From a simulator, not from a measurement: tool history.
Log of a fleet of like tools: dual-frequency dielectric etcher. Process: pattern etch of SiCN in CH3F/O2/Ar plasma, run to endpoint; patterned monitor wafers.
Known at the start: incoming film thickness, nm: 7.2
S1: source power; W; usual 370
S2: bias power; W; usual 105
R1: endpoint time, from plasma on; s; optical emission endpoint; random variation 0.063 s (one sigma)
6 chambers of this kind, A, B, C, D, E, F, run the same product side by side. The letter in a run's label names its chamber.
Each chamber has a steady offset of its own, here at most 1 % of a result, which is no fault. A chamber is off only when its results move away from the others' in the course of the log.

run   hour   S1   S2      R1
 1C    4.2  370  105  17.155
 2E      9  370  105  17.212
 3F   12.3  370  105  17.297
 4D   17.7  370  105  17.152
 5B   24.9  370  105  17.195
 6A   28.8  370  105  17.212
 7F   34.7  370  105  17.331
 8B     39  370  105  17.218
 9D   45.2  440  105   16.19
10E   51.3  440  105  16.159
11A   57.1  440  105    16.1
12C   61.9  440  105  16.139
13C   67.3  440  105  16.149
14B     73  440  105  16.132
15E   76.3  370  105  17.202
16D   80.8  370  105   17.24
17F     87  370  105  17.179
18A   91.8  370  105  17.309
19B   95.8  370  105  17.243
      99.7  -- chamber B: wet clean of the chamber
20C  101.9  370  105  17.289
21D  109.4  340  105  17.802
22F  114.7  340  105  17.951
23E  119.1  340  105  17.838
24A  123.9  340  105  17.858
25E  128.5  340  105  17.682
26F  134.2  340  105  17.791
27B    140  370  105  17.166
28A    147  370  105  17.356
29C    153  370  105  17.123
30D  159.6  370  105  17.122
31C  163.6  370  105   17.13
32D  169.3  370  105   17.13
33F  174.3  370  105  17.241
34A  178.7  370  105  17.487
35E  183.3  370  105  17.238
36B    187  370  105    17.2
37F  191.9  370  105  17.241
38D  196.1  370  116  16.491
39B  199.6  370  116  16.539
40C  204.9  370  116  16.539

What goes on in this fleet: one chamber off, a drifting gauge, or nothing beyond the chambers' own small offsets? Name the chamber and the cause, if any.

Chamber A drifts away from the others.
Cause: etch rate under this chamber's usual, % = 2.
The log may not tell that from: source power that arrives under what is set, %; bias power that arrives under what is set, %.

Here are 4 candidates for chamber A's next run, each the usual settings with a change, their results left as question marks. Which one brings its results back in line with what the others give on the usual settings?
In line means no further than this from the other chambers' mean on the usual settings: R1 0.22 s
41A-1  210.3  370  110   ?
41A-2  210.3  370   94   ?
41A-3  210.3  370  116   ?
41A-4  210.3  370  100   ?

The other chambers' mean on the usual settings: R1 17.205 s
  run      R1
41A-1  17.217
41A-2  18.277
41A-3  16.867
41A-4  17.856
41A-1 brings the chamber back in line.

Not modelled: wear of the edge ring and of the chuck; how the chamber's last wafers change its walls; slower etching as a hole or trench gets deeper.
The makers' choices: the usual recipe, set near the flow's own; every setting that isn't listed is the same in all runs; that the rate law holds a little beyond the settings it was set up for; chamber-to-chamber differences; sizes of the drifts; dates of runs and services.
